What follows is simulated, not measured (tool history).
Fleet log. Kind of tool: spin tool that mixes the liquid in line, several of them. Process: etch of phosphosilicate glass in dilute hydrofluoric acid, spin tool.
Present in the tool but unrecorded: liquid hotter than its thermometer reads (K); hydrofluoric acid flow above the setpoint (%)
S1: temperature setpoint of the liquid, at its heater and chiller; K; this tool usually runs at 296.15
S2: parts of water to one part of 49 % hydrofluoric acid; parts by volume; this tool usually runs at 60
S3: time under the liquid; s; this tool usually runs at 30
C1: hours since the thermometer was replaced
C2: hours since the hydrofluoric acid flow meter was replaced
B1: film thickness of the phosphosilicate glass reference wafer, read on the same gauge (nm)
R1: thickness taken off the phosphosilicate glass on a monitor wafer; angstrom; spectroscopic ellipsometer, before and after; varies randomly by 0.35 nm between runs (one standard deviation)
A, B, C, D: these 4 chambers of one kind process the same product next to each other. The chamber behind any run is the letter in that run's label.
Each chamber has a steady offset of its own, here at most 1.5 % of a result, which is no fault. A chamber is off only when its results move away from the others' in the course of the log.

{"run": "1A", "hour": 15.3, "S1": 296.15, "S2": 60, "S3": 30, "C1": 421.2, "C2": 166.8, "B1": 100.01, "R1": 359.52}
{"run": "2C", "hour": 27.5, "S1": 296.15, "S2": 60, "S3": 30, "C1": 904.1, "C2": 534.5, "B1": 99.977, "R1": 371.79}
{"run": "3D", "hour": 41.3, "S1": 296.15, "S2": 60, "S3": 30, "C1": 1148.7, "C2": 1089.7, "B1": 100.02, "R1": 354.92}
{"run": "4B", "hour": 54.9, "S1": 296.15, "S2": 60, "S3": 30, "C1": 1249, "C2": 954.6, "B1": 99.99, "R1": 371.56}
{"run": "5C", "hour": 69.0, "S1": 300.15, "S2": 60, "S3": 30, "C1": 945.6, "C2": 576, "B1": 100.01, "R1": 433.27}
{"run": "6B", "hour": 80.0, "S1": 300.15, "S2": 60, "S3": 30, "C1": 1274.1, "C2": 979.7, "B1": 99.965, "R1": 433.32}
{"run": "7D", "hour": 88.1, "S1": 300.15, "S2": 60, "S3": 30, "C1": 1195.5, "C2": 1136.5, "B1": 100.03, "R1": 432.59}
{"run": "8A", "hour": 100.1, "S1": 300.15, "S2": 60, "S3": 30, "C1": 506, "C2": 251.6, "B1": 99.974, "R1": 427.55}
{"run": "9B", "hour": 107.9, "S1": 296.15, "S2": 60, "S3": 30, "C1": 1302, "C2": 1007.6, "B1": 100.01, "R1": 369.76}
{"run": "10C", "hour": 115.8, "S1": 296.15, "S2": 60, "S3": 30, "C1": 992.4, "C2": 622.8, "B1": 100.02, "R1": 370.06}
{"run": "11A", "hour": 124.0, "S1": 296.15, "S2": 60, "S3": 30, "C1": 529.9, "C2": 275.5, "B1": 100, "R1": 366.89}
{"run": "12D", "hour": 134.0, "S1": 296.15, "S2": 60, "S3": 30, "C1": 1241.4, "C2": 1182.4, "B1": 100, "R1": 367.91}
{"run": "13B", "hour": 145.5, "S1": 296.15, "S2": 60, "S3": 30, "C1": 1339.6, "C2": 1045.2, "B1": 99.973, "R1": 369.77}
{"run": "14C", "hour": 159.2, "S1": 300.15, "S2": 35, "S3": 30, "C1": 1035.8, "C2": 666.2, "B1": 99.975, "R1": 762.93}
{"hour": 170.7, "done": "chamber C: thermometer replaced"}
{"run": "15D", "hour": 170.8, "S1": 300.15, "S2": 35, "S3": 30, "C1": 1278.2, "C2": 1219.2, "B1": 99.942, "R1": 744.48}
{"run": "16A", "hour": 182.2, "S1": 300.15, "S2": 35, "S3": 30, "C1": 588.1, "C2": 333.7, "B1": 100.01, "R1": 758.36}
{"run": "17C", "hour": 194.1, "S1": 300.15, "S2": 35, "S3": 30, "C1": 23.4, "C2": 701.1, "B1": 99.988, "R1": 767.92}
{"run": "18D", "hour": 209.6, "S1": 296.15, "S2": 60, "S3": 30, "C1": 1317, "C2": 1258, "B1": 100.02, "R1": 363.03}
{"hour": 223.6, "done": "chamber B: thermometer replaced"}
{"run": "19A", "hour": 225.7, "S1": 296.15, "S2": 60, "S3": 30, "C1": 631.6, "C2": 377.2, "B1": 100.02, "R1": 361.99}
{"run": "20B", "hour": 234.9, "S1": 296.15, "S2": 60, "S3": 30, "C1": 11.4, "C2": 1134.6, "B1": 99.969, "R1": 367.69}
{"run": "21D", "hour": 248.4, "S1": 296.15, "S2": 60, "S3": 30, "C1": 1355.8, "C2": 1296.8, "B1": 100, "R1": 361.23}
{"run": "22A", "hour": 258.0, "S1": 294.15, "S2": 60, "S3": 30, "C1": 663.9, "C2": 409.5, "B1": 99.961, "R1": 343.6}
{"run": "23B", "hour": 273.8, "S1": 294.15, "S2": 60, "S3": 30, "C1": 50.3, "C2": 1173.5, "B1": 100, "R1": 335.79}
{"run": "24C", "hour": 286.3, "S1": 294.15, "S2": 60, "S3": 30, "C1": 115.6, "C2": 793.3, "B1": 100.01, "R1": 339.39}
{"run": "25A", "hour": 297.7, "S1": 294.15, "S2": 60, "S3": 30, "C1": 703.6, "C2": 449.2, "B1": 99.994, "R1": 349.98}
{"run": "26C", "hour": 306.2, "S1": 296.15, "S2": 60, "S3": 30, "C1": 135.5, "C2": 813.2, "B1": 99.974, "R1": 362.38}
{"run": "27B", "hour": 314.4, "S1": 296.15, "S2": 60, "S3": 30, "C1": 90.9, "C2": 1214.1, "B1": 99.978, "R1": 366.92}
{"run": "28D", "hour": 322.2, "S1": 296.15, "S2": 60, "S3": 30, "C1": 1429.6, "C2": 1370.6, "B1": 99.981, "R1": 360.47}
{"run": "29A", "hour": 329.8, "S1": 296.15, "S2": 60, "S3": 30, "C1": 735.7, "C2": 481.3, "B1": 100, "R1": 384.29}
{"run": "30D", "hour": 345.0, "S1": 296.15, "S2": 60, "S3": 30, "C1": 1452.4, "C2": 1393.4, "B1": 99.987, "R1": 360.33}
{"run": "31B", "hour": 352.4, "S1": 296.15, "S2": 60, "S3": 30, "C1": 128.9, "C2": 1252.1, "B1": 100.02, "R1": 364.67}
{"run": "32C", "hour": 364.6, "S1": 296.15, "S2": 60, "S3": 30, "C1": 193.9, "C2": 871.6, "B1": 99.999, "R1": 364.27}
{"run": "33C", "hour": 379.0, "S1": 296.15, "S2": 60, "S3": 30, "C1": 208.3, "C2": 886, "B1": 100.01, "R1": 371.04}
{"run": "34B", "hour": 394.4, "S1": 296.15, "S2": 60, "S3": 30, "C1": 170.9, "C2": 1294.1, "B1": 99.991, "R1": 365.07}
{"run": "35A", "hour": 406.9, "S1": 296.15, "S2": 60, "S3": 30, "C1": 812.8, "C2": 558.4, "B1": 100.02, "R1": 389.79}
{"run": "36D", "hour": 419.6, "S1": 296.15, "S2": 60, "S3": 30, "C1": 1527, "C2": 1468, "B1": 99.981, "R1": 360.3}
{"run": "37B", "hour": 429.6, "S1": 296.15, "S2": 60, "S3": 30, "C1": 206.1, "C2": 1329.3, "B1": 100.01, "R1": 369.76}
{"run": "38A", "hour": 445.0, "S1": 296.15, "S2": 60, "S3": 30, "C1": 850.9, "C2": 596.5, "B1": 99.998, "R1": 395.48}
{"run": "39D", "hour": 460.1, "S1": 296.15, "S2": 60, "S3": 30, "C1": 1567.5, "C2": 1508.5, "B1": 100.02, "R1": 356.96}
{"run": "40C", "hour": 475.9, "S1": 294.15, "S2": 60, "S3": 30, "C1": 305.2, "C2": 982.9, "B1": 100.06, "R1": 339.58}
{"run": "41C", "hour": 488.1, "S1": 294.15, "S2": 60, "S3": 30, "C1": 317.4, "C2": 995.1, "B1": 99.995, "R1": 342.69}
{"run": "42B", "hour": 503.1, "S1": 294.15, "S2": 60, "S3": 30, "C1": 279.6, "C2": 1402.8, "B1": 99.979, "R1": 333.81}
{"run": "43D", "hour": 512.1, "S1": 294.15, "S2": 60, "S3": 30, "C1": 1619.5, "C2": 1560.5, "B1": 100.01, "R1": 332.88}
{"run": "44A", "hour": 527.3, "S1": 296.15, "S2": 60, "S3": 30, "C1": 933.2, "C2": 678.8, "B1": 100.03, "R1": 413.72}

Next, every chamber runs the same settings. What will each give?
{"run": "45A", "hour": 539.2, "S1": 301.15, "S2": 60, "S3": 30, "R1": "?"}
{"run": "45B", "hour": 539.2, "S1": 301.15, "S2": 60, "S3": 30, "R1": "?"}
{"run": "45C", "hour": 539.2, "S1": 301.15, "S2": 60, "S3": 30, "R1": "?"}
{"run": "45D", "hour": 539.2, "S1": 301.15, "S2": 60, "S3": 30, "R1": "?"}

run=45A R1=495.39
run=45B R1=446.49
run=45C R1=453.05
run=45D R1=445.03

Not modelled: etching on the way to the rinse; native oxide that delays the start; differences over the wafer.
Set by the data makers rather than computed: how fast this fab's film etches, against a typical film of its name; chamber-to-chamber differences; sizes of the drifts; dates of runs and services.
